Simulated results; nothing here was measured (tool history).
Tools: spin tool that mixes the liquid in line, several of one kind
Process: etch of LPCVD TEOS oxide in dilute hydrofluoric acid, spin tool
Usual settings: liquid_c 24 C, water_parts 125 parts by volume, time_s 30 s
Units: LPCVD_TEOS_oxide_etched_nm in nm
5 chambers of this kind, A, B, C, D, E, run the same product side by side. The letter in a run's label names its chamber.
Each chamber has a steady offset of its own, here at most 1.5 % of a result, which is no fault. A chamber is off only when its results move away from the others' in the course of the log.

| run | hour | liquid_c | water_parts | time_s | read-back film thickness of the LPCVD TEOS oxide reference wafer, read on the same gauge (nm) | LPCVD_TEOS_oxide_etched_nm |
|---|---|---|---|---|---|---|
| 1A | 6.4 | 24 | 125 | 30 | 60.013 | 5.7311 |
| 2B | 13 | 24 | 125 | 30 | 59.994 | 5.6608 |
| 3D | 19.5 | 24 | 125 | 30 | 60 | 5.7525 |
| 4E | 24.7 | 24 | 125 | 30 | 59.984 | 5.6495 |
| 5C | 32.1 | 24 | 125 | 30 | 60.011 | 5.7247 |
| 6D | 37.7 | 24 | 125 | 30 | 60.005 | 5.7834 |
| 7E | 45.9 | 24 | 125 | 30 | 60.016 | 5.6475 |
| 8C | 51.4 | 24 | 125 | 30 | 60.003 | 5.7838 |
| 9A | 60 | 24 | 125 | 30 | 59.988 | 5.7526 |
| 10B | 64.9 | 24 | 125 | 30 | 60.007 | 5.6593 |
| 11E | 70.9 | 24 | 125 | 45 | 59.983 | 8.6388 |
| 12B | 80 | 24 | 125 | 45 | 60.014 | 8.4923 |
| 13C | 86.4 | 24 | 125 | 45 | 60.026 | 8.6838 |
| 14A | 92.5 | 24 | 125 | 45 | 59.987 | 8.6014 |
| 15D | 97.3 | 24 | 125 | 45 | 60.006 | 8.7953 |
| 16D | 101.6 | 20.5 | 100 | 30 | 59.984 | 6.5357 |
| 17C | 110.5 | 20.5 | 100 | 30 | 60.02 | 6.518 |
| 18B | 118.7 | 20.5 | 100 | 30 | 60.028 | 6.3993 |
| 19E | 127.6 | 20.5 | 100 | 30 | 59.995 | 6.3487 |
| 20A | 136.4 | 20.5 | 100 | 30 | 60.001 | 6.3095 |
| 21D | 142.8 | 24 | 155 | 30 | 59.986 | 4.718 |
| 22A | 148.9 | 24 | 155 | 30 | 59.982 | 4.5218 |
| 23B | 154.9 | 24 | 155 | 30 | 60.007 | 4.4929 |
| 24E | 161.3 | 24 | 155 | 30 | 59.98 | 4.4553 |
| 25C | 169.5 | 24 | 155 | 30 | 60.008 | 4.548 |
| 26D | 175.4 | 24 | 125 | 30 | 59.987 | 6.0928 |
| 27E | 183.8 | 24 | 125 | 30 | 60.011 | 5.7133 |
| 28B | 188.4 | 24 | 125 | 30 | 60.009 | 5.7153 |
| 29A | 194.2 | 24 | 125 | 30 | 60.015 | 5.6123 |
| 30C | 202 | 24 | 125 | 30 | 60.006 | 5.7803 |
| 31D | 208.5 | 24 | 125 | 30 | 60.01 | 6.1837 |
| 32C | 215.2 | 24 | 125 | 30 | 59.994 | 5.8301 |
| 33E | 219.8 | 24 | 125 | 30 | 60.001 | 5.7 |
| 34B | 227.9 | 24 | 125 | 30 | 59.992 | 5.6856 |
| 35A | 237.6 | 24 | 125 | 30 | 59.988 | 5.6915 |
| 36E | 246.3 | 24 | 125 | 30 | 59.968 | 5.7164 |
| 37A | 255.3 | 24 | 125 | 30 | 59.996 | 5.7813 |

All 5 chambers run these settings next. Forecast each chamber's results:
| 38A | 262.4 | 21 | 125 | 30 |  | ? |
| 38B | 262.4 | 21 | 125 | 30 |  | ? |
| 38C | 262.4 | 21 | 125 | 30 |  | ? |
| 38D | 262.4 | 21 | 125 | 30 |  | ? |
| 38E | 262.4 | 21 | 125 | 30 |  | ? |

| run | LPCVD_TEOS_oxide_etched_nm |
|---|---|
| 38A | 5.1127 |
| 38B | 5.0153 |
| 38C | 5.2391 |
| 38D | 5.6214 |
| 38E | 5.1761 |
